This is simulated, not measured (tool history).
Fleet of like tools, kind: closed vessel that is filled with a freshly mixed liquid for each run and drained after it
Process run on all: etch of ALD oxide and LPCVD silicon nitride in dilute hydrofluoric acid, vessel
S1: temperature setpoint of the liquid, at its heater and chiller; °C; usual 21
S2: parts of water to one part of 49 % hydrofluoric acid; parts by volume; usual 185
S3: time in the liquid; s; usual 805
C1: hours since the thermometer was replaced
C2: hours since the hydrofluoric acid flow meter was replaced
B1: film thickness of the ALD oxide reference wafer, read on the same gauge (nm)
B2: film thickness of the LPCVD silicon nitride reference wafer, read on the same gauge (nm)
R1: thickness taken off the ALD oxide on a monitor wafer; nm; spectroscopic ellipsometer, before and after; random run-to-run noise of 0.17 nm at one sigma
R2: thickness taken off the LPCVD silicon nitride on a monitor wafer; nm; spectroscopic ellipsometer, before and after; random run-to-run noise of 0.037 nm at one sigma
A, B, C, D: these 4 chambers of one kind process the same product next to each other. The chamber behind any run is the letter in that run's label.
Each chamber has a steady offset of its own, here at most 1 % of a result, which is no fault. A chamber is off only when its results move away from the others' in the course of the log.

| run | hour | S1 | S2 | S3 | C1 | C2 | B1 | B2 | R1 | R2 |
|---|---|---|---|---|---|---|---|---|---|---|
| 1D | 5.1 | 21 | 185 | 805 | 2000 | 1336.5 | 110.01 | 70.005 | 50.267 | 1.8755 |
| 2C | 10.4 | 21 | 185 | 805 | 1767.4 | 1207.3 | 109.99 | 69.986 | 50.049 | 1.9756 |
| 3A | 14.4 | 21 | 185 | 805 | 1003.1 | 1719.8 | 110 | 69.982 | 49.904 | 1.9368 |
| 4B | 20.7 | 21 | 185 | 805 | 1281.6 | 1478.8 | 110.02 | 69.989 | 49.922 | 1.8145 |
| 5C | 24.6 | 21 | 185 | 805 | 1781.6 | 1221.5 | 110.02 | 69.984 | 50.455 | 1.9835 |
| 6A | 31 | 21 | 185 | 805 | 1019.7 | 1736.4 | 109.99 | 69.999 | 49.936 | 1.8816 |
| 7B | 34.2 | 25.5 | 245 | 805 | 1295.1 | 1492.3 | 109.99 | 70 | 41.562 | 1.8917 |
| 8D | 38 | 25.5 | 245 | 805 | 2032.9 | 1369.4 | 110.01 | 69.975 | 41.94 | 1.978 |
| 9B | 43.9 | 25.5 | 245 | 805 | 1304.8 | 1502 | 109.97 | 70.007 | 41.412 | 1.9088 |
| 10D | 48.3 | 25.5 | 245 | 805 | 2043.2 | 1379.7 | 110 | 69.984 | 42.06 | 1.93 |
| 11C | 52.2 | 21 | 185 | 805 | 1809.2 | 1249.1 | 110 | 69.992 | 50.468 | 1.898 |
| 12A | 55.8 | 21 | 185 | 805 | 1044.5 | 1761.2 | 110.01 | 69.966 | 49.722 | 1.8563 |
| 13D | 58.8 | 21 | 185 | 805 | 2053.7 | 1390.2 | 110 | 69.978 | 50.298 | 1.8897 |
| 14B | 62.9 | 21 | 185 | 805 | 1323.8 | 1521 | 110.01 | 69.994 | 49.544 | 1.9249 |
| 15A | 68.2 | 21 | 185 | 805 | 1056.9 | 1773.6 | 109.98 | 70.016 | 49.993 | 1.9624 |
| 16C | 71.8 | 21 | 240 | 805 | 1828.8 | 1268.7 | 110.02 | 70.018 | 36.81 | 1.4932 |
| 17A | 77.8 | 21 | 240 | 805 | 1066.5 | 1783.2 | 110 | 70.014 | 35.96 | 1.5239 |
| 18D | 82.1 | 21 | 240 | 805 | 2077 | 1413.5 | 109.99 | 70.012 | 36.63 | 1.4546 |
| 19C | 85.2 | 21 | 240 | 805 | 1842.2 | 1282.1 | 109.99 | 70.034 | 36.54 | 1.5198 |
| 20B | 91.2 | 21 | 185 | 805 | 1352.1 | 1549.3 | 109.99 | 70.012 | 49.489 | 1.8983 |
| 21D | 96.6 | 21 | 240 | 1235 | 2091.5 | 1428 | 109.98 | 70.017 | 56.079 | 2.3965 |
| 22A | 101.2 | 21 | 240 | 1235 | 1089.9 | 1806.6 | 109.99 | 69.984 | 55.509 | 2.3047 |
| 23C | 107.3 | 21 | 240 | 1235 | 1864.3 | 1304.2 | 109.99 | 70.011 | 56.441 | 2.2131 |
| 24B | 113.6 | 21 | 240 | 1235 | 1374.5 | 1571.7 | 109.98 | 69.968 | 54.881 | 2.1778 |
| 25C | 120.4 | 21 | 185 | 805 | 1877.4 | 1317.3 | 110.02 | 69.976 | 50.619 | 1.9275 |
| 26D | 125.8 | 21 | 185 | 805 | 2120.7 | 1457.2 | 110.01 | 70.007 | 50.117 | 1.9376 |
| 27A | 131 | 21 | 185 | 805 | 1119.7 | 1836.4 | 109.99 | 69.963 | 49.721 | 1.8973 |
| 28B | 137.5 | 21 | 185 | 805 | 1398.4 | 1595.6 | 110 | 69.978 | 48.853 | 1.8222 |
| 29A | 140.5 | 21 | 185 | 805 | 1129.2 | 1845.9 | 110.01 | 69.978 | 49.903 | 1.9223 |
| 30B | 146.8 | 21 | 185 | 805 | 1407.7 | 1604.9 | 109.99 | 70.005 | 48.997 | 1.8731 |
| 31D | 153.3 | 21 | 185 | 805 | 2148.2 | 1484.7 | 109.99 | 69.993 | 50.186 | 1.9398 |
| 32C | 158.3 | 21 | 185 | 805 | 1915.3 | 1355.2 | 110.01 | 70.013 | 50.21 | 1.904 |
| 33A | 161.3 | 21 | 185 | 805 | 1150 | 1866.7 | 110 | 69.976 | 49.567 | 1.9276 |
| 34C | 164.3 | 21 | 185 | 805 | 1921.3 | 1361.2 | 110 | 70.005 | 50.173 | 1.9399 |
| 35D | 168 | 21 | 185 | 805 | 2162.9 | 1499.4 | 109.99 | 70.009 | 50.246 | 1.9 |
| 36B | 171.9 | 21 | 185 | 805 | 1432.8 | 1630 | 110.01 | 70.002 | 48.686 | 1.8431 |
| 37C | 175.4 | 21 | 185 | 805 | 1932.4 | 1372.3 | 110.01 | 69.986 | 50.387 | 1.8853 |
| 38B | 182.1 | 21 | 185 | 805 | 1443 | 1640.2 | 109.98 | 70.015 | 48.376 | 1.8812 |
| 39A | 187.9 | 21 | 185 | 805 | 1176.6 | 1893.3 | 110.01 | 70.008 | 50.101 | 1.934 |
| 40D | 194.4 | 21 | 185 | 805 | 2189.3 | 1525.8 | 110 | 70.001 | 50.268 | 1.9644 |
| 41D | 200.9 | 21 | 185 | 805 | 2195.8 | 1532.3 | 110.01 | 69.992 | 50.496 | 1.9865 |

Next, every chamber runs the same settings. What will each give?
| 42A | 205.8 | 21 | 185 | 805 |  |  |  |  | ? | ? |
| 42B | 205.8 | 21 | 185 | 805 |  |  |  |  | ? | ? |
| 42C | 205.8 | 21 | 185 | 805 |  |  |  |  | ? | ? |
| 42D | 205.8 | 21 | 185 | 805 |  |  |  |  | ? | ? |

| run | R1 | R2 |
|---|---|---|
| 42A | 50.178 | 1.9297 |
| 42B | 48.151 | 1.8026 |
| 42C | 50.212 | 1.9385 |
| 42D | 50.214 | 1.8812 |
